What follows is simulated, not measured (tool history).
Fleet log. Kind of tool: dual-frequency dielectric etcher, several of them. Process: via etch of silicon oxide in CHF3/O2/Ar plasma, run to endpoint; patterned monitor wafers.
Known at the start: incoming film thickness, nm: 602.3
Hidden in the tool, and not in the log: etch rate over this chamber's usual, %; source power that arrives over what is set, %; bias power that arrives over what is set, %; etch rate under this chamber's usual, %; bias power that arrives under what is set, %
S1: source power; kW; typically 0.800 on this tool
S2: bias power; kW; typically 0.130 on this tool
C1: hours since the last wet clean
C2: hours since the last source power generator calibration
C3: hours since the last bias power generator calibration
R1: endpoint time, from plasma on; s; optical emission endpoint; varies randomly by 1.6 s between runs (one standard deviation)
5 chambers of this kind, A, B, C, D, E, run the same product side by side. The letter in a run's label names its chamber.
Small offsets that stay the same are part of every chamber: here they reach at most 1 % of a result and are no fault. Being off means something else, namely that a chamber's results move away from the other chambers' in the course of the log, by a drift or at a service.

Run 1D, hour 8.7: usual settings; C1 140.7; C2 2429.7; C3 1694.6. Result: R1 300.42 s.
Run 2A, hour 16.9: usual settings; C1 51.3; C2 1447.8; C3 3714.3. Result: R1 303.49 s.
Run 3E, hour 25.1: usual settings; C1 453.3; C2 271.6; C3 3326.7. Result: R1 297.75 s.
Run 4C, hour 36.7: usual settings; C1 166.3; C2 729.5; C3 3333.3. Result: R1 303.40 s.
At hour 38.5: chamber E: wet clean of the chamber.
Run 5B, hour 43.3: usual settings; C1 192.5; C2 2347.6; C3 3861.3. Result: R1 303.03 s.
Run 6D, hour 55.6: usual settings; C1 187.6; C2 2476.6; C3 1741.5. Result: R1 303.31 s.
Run 7B, hour 62.8: usual settings; C1 212.0; C2 2367.1; C3 3880.8. Result: R1 304.70 s.
Run 8C, hour 74.0: usual settings but S1 0.720 kW; C1 203.6; C2 766.8; C3 3370.6. Result: R1 314.99 s.
Run 9E, hour 83.2: usual settings but S1 0.720 kW; C1 44.8; C2 329.7; C3 3384.8. Result: R1 314.82 s.
Run 10A, hour 89.1: usual settings but S1 0.720 kW; C1 123.5; C2 1520.0; C3 3786.5. Result: R1 314.26 s.
Run 11D, hour 100.8: usual settings but S1 0.720 kW; C1 232.8; C2 2521.8; C3 1786.7. Result: R1 315.85 s.
Run 12E, hour 110.4: usual settings but S1 0.720 kW; C1 72.0; C2 356.9; C3 3412.0. Result: R1 315.63 s.
Run 13B, hour 117.2: usual settings; C1 266.4; C2 2421.5; C3 3935.2. Result: R1 302.19 s.
Run 14A, hour 129.7: usual settings; C1 164.1; C2 1560.6; C3 3827.1. Result: R1 302.26 s.
Run 15C, hour 142.3: usual settings but S2 0.104 kW; C1 271.9; C2 835.1; C3 3438.9. Result: R1 321.39 s.
Run 16C, hour 152.9: usual settings but S2 0.104 kW; C1 282.5; C2 845.7; C3 3449.5. Result: R1 321.96 s.
Run 17E, hour 159.5: usual settings but S2 0.104 kW; C1 121.1; C2 406.0; C3 3461.1. Result: R1 318.00 s.
Run 18A, hour 172.0: usual settings but S2 0.104 kW; C1 206.4; C2 1602.9; C3 3869.4. Result: R1 323.24 s.
Run 19D, hour 182.0: usual settings but S2 0.104 kW; C1 314.0; C2 2603.0; C3 1867.9. Result: R1 326.54 s.
Run 20B, hour 193.0: usual settings; C1 342.2; C2 2497.3; C3 4011.0. Result: R1 306.54 s.
Run 21C, hour 199.0: usual settings; C1 328.6; C2 891.8; C3 3495.6. Result: R1 300.50 s.
Run 22A, hour 207.4: usual settings; C1 241.8; C2 1638.3; C3 3904.8. Result: R1 303.01 s.
Run 23D, hour 214.5: usual settings; C1 346.5; C2 2635.5; C3 1900.4. Result: R1 308.56 s.
Run 24B, hour 225.6: usual settings but S1 0.940 kW, S2 0.150 kW; C1 374.8; C2 2529.9; C3 4043.6. Result: R1 272.67 s.
Run 25E, hour 232.0: usual settings but S1 0.940 kW, S2 0.150 kW; C1 193.6; C2 478.5; C3 3533.6. Result: R1 270.99 s.
Run 26B, hour 239.7: usual settings but S1 0.940 kW, S2 0.150 kW; C1 388.9; C2 2544.0; C3 4057.7. Result: R1 274.35 s.
At hour 243.5: chamber C: wet clean of the chamber.
Run 27D, hour 248.7: usual settings but S1 0.940 kW, S2 0.150 kW; C1 380.7; C2 2669.7; C3 1934.6. Result: R1 278.44 s.
At hour 260.0: chamber D: bias power generator calibrated.
Run 28C, hour 260.8: usual settings but S1 0.940 kW, S2 0.150 kW; C1 17.4; C2 953.6; C3 3557.4. Result: R1 270.17 s.
Run 29E, hour 268.4: usual settings; C1 230.0; C2 514.9; C3 3570.0. Result: R1 302.52 s.
Run 30A, hour 280.8: usual settings; C1 315.2; C2 1711.7; C3 3978.2. Result: R1 302.95 s.
Run 31A, hour 291.2: usual settings; C1 325.6; C2 1722.1; C3 3988.6. Result: R1 300.51 s.
Run 32B, hour 302.5: usual settings; C1 451.7; C2 2606.8; C3 4120.5. Result: R1 305.11 s.
Run 33C, hour 310.7: usual settings; C1 67.3; C2 1003.5; C3 3607.3. Result: R1 302.69 s.
Run 34E, hour 321.7: usual settings; C1 283.3; C2 568.2; C3 3623.3. Result: R1 300.84 s.
At hour 333.8: chamber A: bias power generator calibrated.
Run 35D, hour 334.6: usual settings; C1 466.6; C2 2755.6; C3 74.7. Result: R1 314.74 s.
At hour 338.7: chamber D: source power generator calibrated.
Run 36A, hour 345.5: usual settings; C1 379.9; C2 1776.4; C3 11.7. Result: R1 305.77 s.
At hour 346.5: chamber A: wet clean of the chamber.
Run 37E, hour 356.1: usual settings; C1 317.7; C2 602.6; C3 3657.7. Result: R1 299.66 s.
Run 38B, hour 364.4: usual settings; C1 513.6; C2 2668.7; C3 4182.4. Result: R1 305.80 s.
Run 39D, hour 370.1: usual settings; C1 502.1; C2 31.5; C3 110.2. Result: R1 315.60 s.
Run 40C, hour 377.1: usual settings; C1 133.7; C2 1069.9; C3 3673.7. Result: R1 302.43 s.
Run 41A, hour 384.9: usual settings; C1 38.5; C2 1815.8; C3 51.1. Result: R1 301.81 s.

Which is it: a chamber that has drifted or been left off by a service, a gauge drift common to all chambers, or only each chamber's usual small offset? If a chamber is off, name it and its likeliest cause.

It is chamber D that slowly wanders off from its peers.
Most likely cause: etch rate under this chamber's usual, % = 5.2.

Here are 4 candidates for chamber D's next run, each the usual settings with a change, their results left as question marks. Which one brings its results back in line with what the others give on the usual settings?
A result is in line if it is within this distance of the other chambers' mean on the usual settings: R1 5.50 s
Run 42D-1, hour 394.1: usual settings but S2 0.108 kW. Result: R1 ?.
Run 42D-2, hour 394.1: usual settings but S1 0.870 kW, S2 0.138 kW. Result: R1 ?.
Run 42D-3, hour 394.1: usual settings but S2 0.138 kW. Result: R1 ?.
Run 42D-4, hour 394.1: usual settings but S1 0.780 kW, S2 0.127 kW. Result: R1 ?.

Other chambers, usual settings, mean: R1 302.53 s
  run      R1
42D-1  336.67
42D-2  302.67
42D-3  312.76
42D-4  324.04
The answer is 42D-2, which returns the chamber to within the allowed miss of the others.
